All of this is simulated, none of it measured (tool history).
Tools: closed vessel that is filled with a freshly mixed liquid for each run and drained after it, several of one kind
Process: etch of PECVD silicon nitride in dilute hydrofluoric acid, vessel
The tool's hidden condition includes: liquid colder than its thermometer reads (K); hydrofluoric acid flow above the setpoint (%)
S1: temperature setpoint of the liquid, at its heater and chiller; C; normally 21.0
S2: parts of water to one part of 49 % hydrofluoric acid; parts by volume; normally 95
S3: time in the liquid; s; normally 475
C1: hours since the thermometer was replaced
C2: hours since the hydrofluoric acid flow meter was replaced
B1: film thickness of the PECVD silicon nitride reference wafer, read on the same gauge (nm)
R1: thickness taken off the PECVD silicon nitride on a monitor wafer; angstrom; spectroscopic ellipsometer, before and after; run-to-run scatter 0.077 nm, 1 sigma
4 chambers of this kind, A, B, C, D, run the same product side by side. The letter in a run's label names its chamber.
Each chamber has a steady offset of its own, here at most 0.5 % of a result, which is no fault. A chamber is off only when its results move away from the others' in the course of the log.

run,hour,S1,S2,S3,C1,C2,B1,R1
1B,6.9,21.0,95,475,948.1,267.0,70.015,209.33
2A,12.7,21.0,95,475,1957.4,1192.7,69.973,210.97
3D,20.1,21.0,95,475,775.2,900.9,69.978,210.53
4C,25.3,21.0,95,475,1698.9,363.8,70.002,209.33
5A,31.4,21.0,95,475,1976.1,1211.4,70.014,208.38
6C,38.2,21.0,95,475,1711.8,376.7,69.996,210.64
7B,42.9,21.0,95,475,984.1,303.0,70.000,207.90
8D,51.7,21.0,95,475,806.8,932.5,69.944,212.25
9D,56.7,21.0,95,475,811.8,937.5,70.003,212.33
10C,64.7,21.0,95,475,1738.3,403.2,70.034,210.51
11A,71.1,21.0,95,475,2015.8,1251.1,69.976,209.96
12B,75.8,21.0,95,475,1017.0,335.9,69.995,208.30
13B,80.1,21.0,95,475,1021.3,340.2,69.980,209.47
14C,87.4,21.0,95,475,1761.0,425.9,70.003,209.88
15A,96.9,21.0,95,475,2041.6,1276.9,70.007,211.41
16D,105.5,21.0,45,370,860.6,986.3,70.029,345.50
17D,112.0,21.0,45,370,867.1,992.8,70.002,346.88
18C,119.6,21.0,45,370,1793.2,458.1,70.015,339.33
19B,126.0,21.0,45,370,1067.2,386.1,70.006,334.34
20A,131.8,21.0,125,475,2076.5,1311.8,69.996,161.88
21A,140.3,21.0,125,475,2085.0,1320.3,70.023,162.23
22C,146.5,21.0,125,475,1820.1,485.0,69.992,161.36
23D,155.7,21.0,125,475,910.8,1036.5,70.036,160.25
24B,160.3,21.0,95,475,1101.5,420.4,69.985,208.35
25D,168.6,21.0,95,475,923.7,1049.4,70.020,211.30
26A,172.7,21.0,135,475,2117.4,1352.7,70.006,151.60

Which is it: a chamber that has drifted or been left off by a service, a gauge drift common to all chambers, or only each chamber's usual small offset? If a chamber is off, name it and its likeliest cause.

One chamber, A, drifts off from the rest bit by bit.
Likeliest cause: hydrofluoric acid flow above the setpoint (%) = 2.29.
The log might look much the same if the cause were instead: liquid hotter than its thermometer reads (K).

Below are 4 candidate recipes for chamber A's next run, each the usual settings with a change, their results shown as question marks. Which of them brings A's results back in line with what the other chambers give on the usual settings?
Counts as in line when no further than this from what the other chambers average on the usual settings: R1 2.70 angstrom
27A-1,179.6,21.0,95,495,,,,?
27A-2,179.6,21.0,95,485,,,,?
27A-3,179.6,21.0,95,455,,,,?
27A-4,179.6,21.0,95,465,,,,?

Other chambers, usual settings, mean: R1 209.94 angstrom
run,R1
27A-1,222.89
27A-2,218.39
27A-3,204.88
27A-4,209.38
With 27A-4, the chamber falls back in line with the rest.
